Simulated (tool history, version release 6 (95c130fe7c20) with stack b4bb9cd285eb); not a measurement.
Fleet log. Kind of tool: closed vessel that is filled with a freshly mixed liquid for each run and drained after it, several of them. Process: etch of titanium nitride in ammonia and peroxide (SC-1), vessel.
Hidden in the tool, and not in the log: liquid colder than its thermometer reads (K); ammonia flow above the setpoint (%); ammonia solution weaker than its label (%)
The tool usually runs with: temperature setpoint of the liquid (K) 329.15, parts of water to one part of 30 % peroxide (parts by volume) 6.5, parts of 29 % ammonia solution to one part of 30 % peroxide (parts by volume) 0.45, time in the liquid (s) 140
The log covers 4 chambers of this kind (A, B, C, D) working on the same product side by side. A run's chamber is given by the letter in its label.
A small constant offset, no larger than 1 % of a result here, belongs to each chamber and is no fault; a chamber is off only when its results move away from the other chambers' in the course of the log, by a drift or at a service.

run,hour,temperature setpoint of the liquid (K),parts of water to one part of 30 % peroxide (parts by volume),parts of 29 % ammonia solution to one part of 30 % peroxide (parts by volume),time in the liquid (s),hours since the thermometer was replaced,hours since the ammonia flow meter was replaced,hours since the drum of ammonia solution was connected,"read-back film thickness of the titanium nitride reference wafer, read on the same gauge (nm)",thickness taken off the titanium nitride on a monitor wafer (nm)
1C,7.4,329.15,6.5,0.45,140,1627.5,1398.7,198.9,139.99,25.149
2A,13.8,329.15,6.5,0.45,140,1601.4,125.7,174.1,140.03,24.949
3B,22.5,329.15,6.5,0.45,140,855.5,71.2,335,140.02,24.938
4D,28.1,329.15,6.5,0.45,140,821.8,856.8,255.8,139.97,24.769
# hour 33: chamber A: new drum of ammonia solution connected
5C,36.1,329.15,6.5,0.45,140,1656.2,1427.4,227.6,139.98,25.132
6B,40.7,329.15,6.5,0.45,140,873.7,89.4,353.2,140.01,25.205
7D,45.1,329.15,6.5,0.45,140,838.8,873.8,272.8,139.99,24.819
8A,50.4,329.15,6.5,0.45,140,1638,162.3,17.4,139.98,25.336
9D,60.3,329.15,6.5,0.45,140,854,889,288,140.01,24.803
10C,64.9,329.15,6.5,0.45,140,1685,1456.2,256.4,140.01,25.23
11B,74.5,329.15,6.5,0.45,140,907.5,123.2,387,140.01,25.015
12A,82.7,329.15,6.5,0.45,140,1670.3,194.6,49.7,140.06,25.266
13D,89.3,329.15,6.5,0.45,140,883,918,317,139.96,24.486
14A,95.7,320.65,6.5,0.45,210,1683.3,207.6,62.7,140,20.758
15B,100.5,320.65,6.5,0.45,210,933.5,149.2,413,139.98,20.385
16C,106.3,320.65,6.5,0.45,210,1726.4,1497.6,297.8,139.97,20.749
17C,112.7,320.65,6.5,0.45,210,1732.8,1504,304.2,139.99,20.563
18B,118.1,329.15,6.5,0.45,140,951.1,166.8,430.6,139.99,24.886
19D,122.7,329.15,6.5,0.45,140,916.4,951.4,350.4,140.04,24.463
20A,127.9,329.15,6.5,0.45,140,1715.5,239.8,94.9,139.98,25.075
21A,133.1,329.15,6.5,0.45,140,1720.7,245,100.1,140.02,25.245
22C,139,329.15,6.5,0.45,140,1759.1,1530.3,330.5,140.01,24.717
23B,143.5,329.15,6.5,0.45,140,976.5,192.2,456,139.96,24.686
24D,150.5,329.15,6.5,0.45,140,944.2,979.2,378.2,140,23.887
25A,159.1,329.15,6.5,0.45,140,1746.7,271,126.1,140,25.086
26D,165.7,329.15,6.5,0.45,140,959.4,994.4,393.4,140.02,23.751
27C,172.9,329.15,6.5,0.45,140,1793,1564.2,364.4,140,24.613
28B,178.6,329.15,6.5,0.45,140,1011.6,227.3,491.1,140.04,24.961
29B,185.5,329.15,6.5,0.45,140,1018.5,234.2,498,139.97,24.811
30C,190.7,329.15,5,0.4,140,1810.8,1582,382.2,140.03,27.833
# hour 196.7: chamber B: new drum of ammonia solution connected
31A,199,329.15,5,0.4,140,1786.6,310.9,166,139.99,28.14
32D,205.4,329.15,5,0.4,140,999.1,1034.1,433.1,139.99,26.461
33C,213.4,329.15,5,0.4,140,1833.5,1604.7,404.9,140.01,27.75
34D,222.3,329.15,6.5,0.45,140,1016,1051,450,140,23.493
35B,228.7,329.15,6.5,0.45,140,1061.7,277.4,32,140.02,25.072
36A,236.2,337.15,6.5,0.55,140,1823.8,348.1,203.2,139.97,43.897
37B,244.6,337.15,6.5,0.55,140,1077.6,293.3,47.9,140,43.965
38A,250.2,337.15,6.5,0.55,140,1837.8,362.1,217.2,140.02,43.8
39D,259.8,337.15,6.5,0.55,140,1053.5,1088.5,487.5,139.98,40.449
# hour 265.1: chamber A: new drum of ammonia solution connected
40C,268.4,329.15,5,0.45,105,1888.5,1659.7,459.9,140.02,21.028
41A,277.4,329.15,5,0.45,105,1865,389.3,12.3,140,21.365

All chambers now run identical settings, listed one chamber a line with results as question marks. What results will each chamber show?
42A,284.5,329.15,6.5,0.45,140,,,,,?
42B,284.5,329.15,6.5,0.45,140,,,,,?
42C,284.5,329.15,6.5,0.45,140,,,,,?
42D,284.5,329.15,6.5,0.45,140,,,,,?

run,thickness taken off the titanium nitride on a monitor wafer (nm)
42A,25.564
42B,24.548
42C,24.814
42D,22.891
